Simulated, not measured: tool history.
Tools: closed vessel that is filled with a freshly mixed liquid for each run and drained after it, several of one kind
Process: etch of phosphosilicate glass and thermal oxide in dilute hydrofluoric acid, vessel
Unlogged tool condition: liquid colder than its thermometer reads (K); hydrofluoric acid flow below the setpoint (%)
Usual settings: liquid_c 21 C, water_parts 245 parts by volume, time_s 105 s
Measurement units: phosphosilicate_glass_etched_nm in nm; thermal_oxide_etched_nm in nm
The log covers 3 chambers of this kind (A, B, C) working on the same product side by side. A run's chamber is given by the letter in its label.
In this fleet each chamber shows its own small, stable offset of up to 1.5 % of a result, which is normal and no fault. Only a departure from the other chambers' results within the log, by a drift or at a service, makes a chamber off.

run	hour	liquid_c	water_parts	time_s	hours since the thermometer was replaced	hours since the hydrofluoric acid flow meter was replaced	read-back film thickness of the phosphosilicate glass reference wafer, read on the same gauge (nm)	read-back film thickness of the thermal oxide reference wafer, read on the same gauge (nm)	phosphosilicate_glass_etched_nm	thermal_oxide_etched_nm
1A	11.4	21	245	105	51.5	625	120.01	59.979	43.907	1.6033
2C	22.8	21	245	105	1433.7	263.1	119.98	59.976	43.441	1.5712
3B	37.4	21	245	105	817.8	192.6	120	59.998	43.709	1.6232
4A	50.8	21	245	105	90.9	664.4	119.99	59.987	43.55	1.6374
5B	60	21	245	105	840.4	215.2	120	59.988	44.216	1.5779
6C	68.2	21	245	105	1479.1	308.5	120.02	60.007	43.566	1.5783
7A	81.9	21	245	105	122	695.5	120	60.017	43.943	1.6029
8B	89.1	23	245	105	869.5	244.3	120.01	59.991	47.326	1.699
9C	102.8	23	245	105	1513.7	343.1	120.03	60.027	47.595	1.6962
10C	115	23	245	105	1525.9	355.3	119.99	59.978	47.549	1.6854
11B	127.4	21	245	105	907.8	282.6	119.99	60.02	43.953	1.6057
12A	134.4	21	245	105	174.5	748	120	59.998	43.612	1.6236
13B	141.7	21	245	105	922.1	296.9	119.99	59.984	43.521	1.6034
14C	153.4	21	245	105	1564.3	393.7	120.05	60.006	43.314	1.5473
15A	163.2	21	245	105	203.3	776.8	120.01	59.996	43.941	1.5986
16A	174.8	21	245	105	214.9	788.4	119.99	60.02	44.57	1.6074
17C	189	21	245	105	1599.9	429.3	120.01	59.989	43.118	1.5344
18B	195.6	21	245	105	976	350.8	120.01	59.977	43.889	1.5896
# hour 198.3: chamber B: thermometer replaced
19A	204.7	21	245	105	244.8	818.3	120	59.978	43.772	1.5968
# hour 208.1: chamber C: hydrofluoric acid flow meter replaced
20C	218.3	21	170	145	1629.2	10.3	120	59.985	94.335	3.4685
21B	231.6	21	170	145	33.3	386.8	120	60.013	95.164	3.4022
22A	240	21	170	145	280.1	853.6	120	59.997	93.931	3.4425
23C	247	21	245	105	1657.9	39	119.98	59.983	43.355	1.5504
# hour 252: chamber C: thermometer replaced
24B	257.1	21	245	105	58.8	412.3	119.97	59.994	43.378	1.5695
25B	268.8	25	245	105	70.5	424	120.03	59.974	50.27	1.8568
26C	275.6	25	245	105	23.7	67.6	120	59.986	50.323	1.8209
27A	285	25	245	105	325.1	898.6	120	59.996	51.45	1.8273
28B	291.9	21	245	105	93.6	447.1	120.01	60.002	43.673	1.5586
29C	302.3	21	245	105	50.4	94.3	119.99	60.005	43.008	1.5733
30A	313.4	21	245	105	353.5	927	120.01	60.023	44.051	1.6325
31C	322.7	21	245	105	70.8	114.7	119.99	60.015	43.692	1.5577
32B	330.6	21	245	105	132.3	485.8	120.02	59.979	43.703	1.5973

For the next run the whole fleet of 3 chambers uses the same settings. Give each chamber's results:
33A	341.2	21	245	105					?	?
33B	341.2	21	245	105					?	?
33C	341.2	21	245	105					?	?

run	phosphosilicate_glass_etched_nm	thermal_oxide_etched_nm
33A	44.177	1.6172
33B	44.046	1.5601
33C	44.182	1.5636
